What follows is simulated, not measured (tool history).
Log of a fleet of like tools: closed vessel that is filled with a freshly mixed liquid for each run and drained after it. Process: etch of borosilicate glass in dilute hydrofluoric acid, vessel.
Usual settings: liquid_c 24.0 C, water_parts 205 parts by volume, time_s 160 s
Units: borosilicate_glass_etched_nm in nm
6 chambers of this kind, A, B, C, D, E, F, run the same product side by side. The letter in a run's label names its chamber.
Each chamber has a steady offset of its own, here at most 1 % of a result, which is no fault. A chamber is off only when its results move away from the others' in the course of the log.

run   hour  liquid_c  water_parts  time_s  read-back film thickness of the borosilicate glass reference wafer, read on the same gauge (nm)  borosilicate_glass_etched_nm
 1E    7.4      24.0          205     160                                                                                           140.00                        22.665
 2B   19.2      24.0          205     160                                                                                           140.01                        22.437
 3A   25.8      24.0          205     160                                                                                           139.98                        22.858
 4F   36.6      24.0          205     160                                                                                           140.03                        22.927
 5C   44.3      24.0          205     160                                                                                           139.99                        22.268
 6D   53.6      24.0          205     160                                                                                           140.01                        22.179
 7E   62.5      24.0          205     160                                                                                           140.02                        22.557
 8F   75.9      24.0          205     160                                                                                           140.01                        22.530
 9C   88.3      24.0          205     160                                                                                           139.99                        22.543
      96.1  -- chamber A: thermometer replaced
10A   99.5      24.0          205     160                                                                                           139.99                        22.491
     108.2  -- chamber E: hydrofluoric acid flow meter replaced
11D  112.3      24.0          205     160                                                                                           140.03                        22.230
12B  124.0      24.0          205     160                                                                                           140.03                        22.283
13D  133.8      24.0          205     105                                                                                           140.01                        14.628
14C  144.2      24.0          205     105                                                                                           140.02                        14.657
15E  152.6      24.0          205     105                                                                                           140.02                        14.812
16F  159.2      24.0          205     105                                                                                           139.99                        14.749
     164.5  -- chamber B: hydrofluoric acid flow meter replaced
17B  171.0      24.0          205     105                                                                                           140.01                        14.670
18A  182.1      24.0          205     105                                                                                           140.00                        14.768
19A  193.1      24.0          205     160                                                                                           140.00                        22.910
20B  199.9      24.0          205     160                                                                                           140.01                        22.770
21D  212.9      24.0          205     160                                                                                           140.01                        22.350
22F  224.6      24.0          265     125                                                                                           140.01                        12.778
23C  236.9      24.0          265     125                                                                                           139.99                        12.374
24E  245.9      24.0          265     125                                                                                           140.01                        12.469
25D  253.1      24.0          265     125                                                                                           140.00                        12.902
26A  263.1      24.0          265     125                                                                                           140.01                        12.768
27F  274.2      24.0          265     125                                                                                           139.99                        12.775
28E  282.8      24.0          205     160                                                                                           139.98                        22.481
29B  292.4      24.0          300     130                                                                                           140.01                        11.494
30C  302.1      24.0          300     130                                                                                           140.00                        10.828
31C  315.1      24.0          300     130                                                                                           140.02                        10.744
32A  321.4      24.0          300     130                                                                                           139.96                        11.197
33B  329.3      24.0          300     130                                                                                           139.99                        11.521
34D  337.5      24.0          300     130                                                                                           140.00                        11.289
35E  350.0      24.0          205     160                                                                                           139.98                        22.563
36F  364.2      28.5          205     220                                                                                           139.99                        36.181
37D  375.8      28.5          205     220                                                                                           139.99                        36.521
38E  384.1      28.5          205     220                                                                                           140.00                        35.707
39B  396.4      28.5          205     220                                                                                           140.00                        36.375
40A  410.3      28.5          205     220                                                                                           139.99                        36.857
41C  422.6      28.5          205     220                                                                                           140.00                        34.464
42F  431.5      24.0          205     160                                                                                           140.01                        22.534
43F  445.0      24.0          205     160                                                                                           139.98                        22.658

Is one chamber off against the others, does the gauge drift, or is nothing wrong? If a chamber is off, say which, and what the likeliest cause is.

Chamber C drifts away from the others.
Cause: hydrofluoric acid flow below the setpoint (%) = 5.41.
The log may not tell that from: liquid colder than its thermometer reads (K).

Here are 4 candidates for chamber C's next run, each the usual settings with a change, their results left as question marks. Which one brings its results back in line with what the others give on the usual settings?
In line means no further than this from the other chambers' mean on the usual settings: borosilicate_glass_etched_nm 0.730 nm
44C-1  455.2      24.0          205     170                                                                                                                              ?
44C-2  455.2      24.0          230     160                                                                                                                              ?
44C-3  455.2      24.0          205     185                                                                                                                              ?
44C-4  455.2      24.0          210     155                                                                                                                              ?

The other chambers' mean on the usual settings: borosilicate_glass_etched_nm 22.468 nm
  run  borosilicate_glass_etched_nm
44C-1                        22.138
44C-2                        18.051
44C-3                        24.091
44C-4                        19.591
44C-1 brings the chamber back in line.
